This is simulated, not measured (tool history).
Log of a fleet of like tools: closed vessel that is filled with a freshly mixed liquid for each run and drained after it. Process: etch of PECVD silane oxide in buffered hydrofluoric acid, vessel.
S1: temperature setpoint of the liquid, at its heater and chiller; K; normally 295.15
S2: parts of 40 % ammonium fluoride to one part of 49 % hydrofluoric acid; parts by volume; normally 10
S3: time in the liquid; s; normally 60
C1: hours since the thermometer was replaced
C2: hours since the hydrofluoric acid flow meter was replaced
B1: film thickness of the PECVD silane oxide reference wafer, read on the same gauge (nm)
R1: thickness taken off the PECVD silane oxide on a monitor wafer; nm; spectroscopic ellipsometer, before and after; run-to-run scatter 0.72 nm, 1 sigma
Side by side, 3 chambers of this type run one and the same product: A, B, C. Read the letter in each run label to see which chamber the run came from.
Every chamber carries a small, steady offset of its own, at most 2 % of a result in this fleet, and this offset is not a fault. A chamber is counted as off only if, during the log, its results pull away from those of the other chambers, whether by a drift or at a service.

Run 1C, day 0.142: usual settings; C1 93.6; C2 574; B1 119.96. Result: R1 172.46 nm.
Run 2B, day 0.229: usual settings; C1 1419.8; C2 40.6; B1 119.99. Result: R1 168.72 nm.
Run 3A, day 0.396: usual settings; C1 851.7; C2 1009.6; B1 120. Result: R1 170.02 nm.
Run 4B, day 0.558: usual settings; C1 1427.7; C2 48.5; B1 120.01. Result: R1 169.48 nm.
Run 5C, day 0.717: usual settings but S2 13 parts by volume, S3 35 s; C1 107.4; C2 587.8; B1 120.04. Result: R1 77.915 nm.
Run 6A, day 0.892: usual settings but S2 13 parts by volume, S3 35 s; C1 863.6; C2 1021.5; B1 119.99. Result: R1 76.332 nm.
Run 7C, day 0.975: usual settings but S2 13 parts by volume, S3 35 s; C1 113.6; C2 594; B1 120.01. Result: R1 78.121 nm.
Run 8A, day 1.117: usual settings; C1 869; C2 1026.9; B1 120.01. Result: R1 170.03 nm.
Run 9B, day 1.2: usual settings but S3 30 s; C1 1443.1; C2 63.9; B1 119.99. Result: R1 84.564 nm.
Run 10B, day 1.288: usual settings but S3 30 s; C1 1445.2; C2 66; B1 119.99. Result: R1 83.493 nm.
Run 11A, day 1.458: usual settings but S3 30 s; C1 877.2; C2 1035.1; B1 120. Result: R1 84.843 nm.
Run 12C, day 1.575: usual settings; C1 128; C2 608.4; B1 120.01. Result: R1 174.32 nm.
Run 13B, day 1.7: usual settings; C1 1455.1; C2 75.9; B1 119.98. Result: R1 169.24 nm.
Run 14A, day 1.825: usual settings; C1 886; C2 1043.9; B1 120.03. Result: R1 168.78 nm.
Run 15C, day 1.933: usual settings; C1 136.6; C2 617; B1 119.99. Result: R1 173.39 nm.
Run 16A, day 2.042: usual settings; C1 891.2; C2 1049.1; B1 120.04. Result: R1 169.63 nm.
Run 17B, day 2.221: usual settings; C1 1467.6; C2 88.4; B1 119.99. Result: R1 169.02 nm.
Run 18C, day 2.375: usual settings; C1 147.2; C2 627.6; B1 120. Result: R1 174.28 nm.
Run 19C, day 2.492: usual settings; C1 150; C2 630.4; B1 120. Result: R1 175.31 nm.
Run 20B, day 2.621: usual settings; C1 1477.2; C2 98; B1 119.98. Result: R1 169.81 nm.
Run 21A, day 2.738: usual settings; C1 907.9; C2 1065.8; B1 120. Result: R1 170 nm.
Run 22C, day 2.846: usual settings; C1 158.5; C2 638.9; B1 120.03. Result: R1 175.32 nm.
Run 23A, day 2.942: usual settings but S1 299.65 K; C1 912.8; C2 1070.7; B1 119.99. Result: R1 215.7 nm.
Run 24B, day 3.108: usual settings but S1 299.65 K; C1 1488.9; C2 109.7; B1 120.02. Result: R1 214.53 nm.
Run 25A, day 3.225: usual settings but S1 299.65 K; C1 919.6; C2 1077.5; B1 120. Result: R1 213.9 nm.
Run 26C, day 3.35: usual settings; C1 170.6; C2 651; B1 120.03. Result: R1 177.66 nm.
Run 27B, day 3.442: usual settings; C1 1496.9; C2 117.7; B1 120.02. Result: R1 168.36 nm.
Run 28B, day 3.521: usual settings; C1 1498.8; C2 119.6; B1 120. Result: R1 169.29 nm.

Next, all 3 chambers run the settings below, one line each with question marks for the results. What does each chamber give?
Run 29A, day 3.658: usual settings. Result: R1 ?.
Run 29B, day 3.658: usual settings. Result: R1 ?.
Run 29C, day 3.658: usual settings. Result: R1 ?.

run      R1
29A  168.85
29B  169.07
29C  178.31
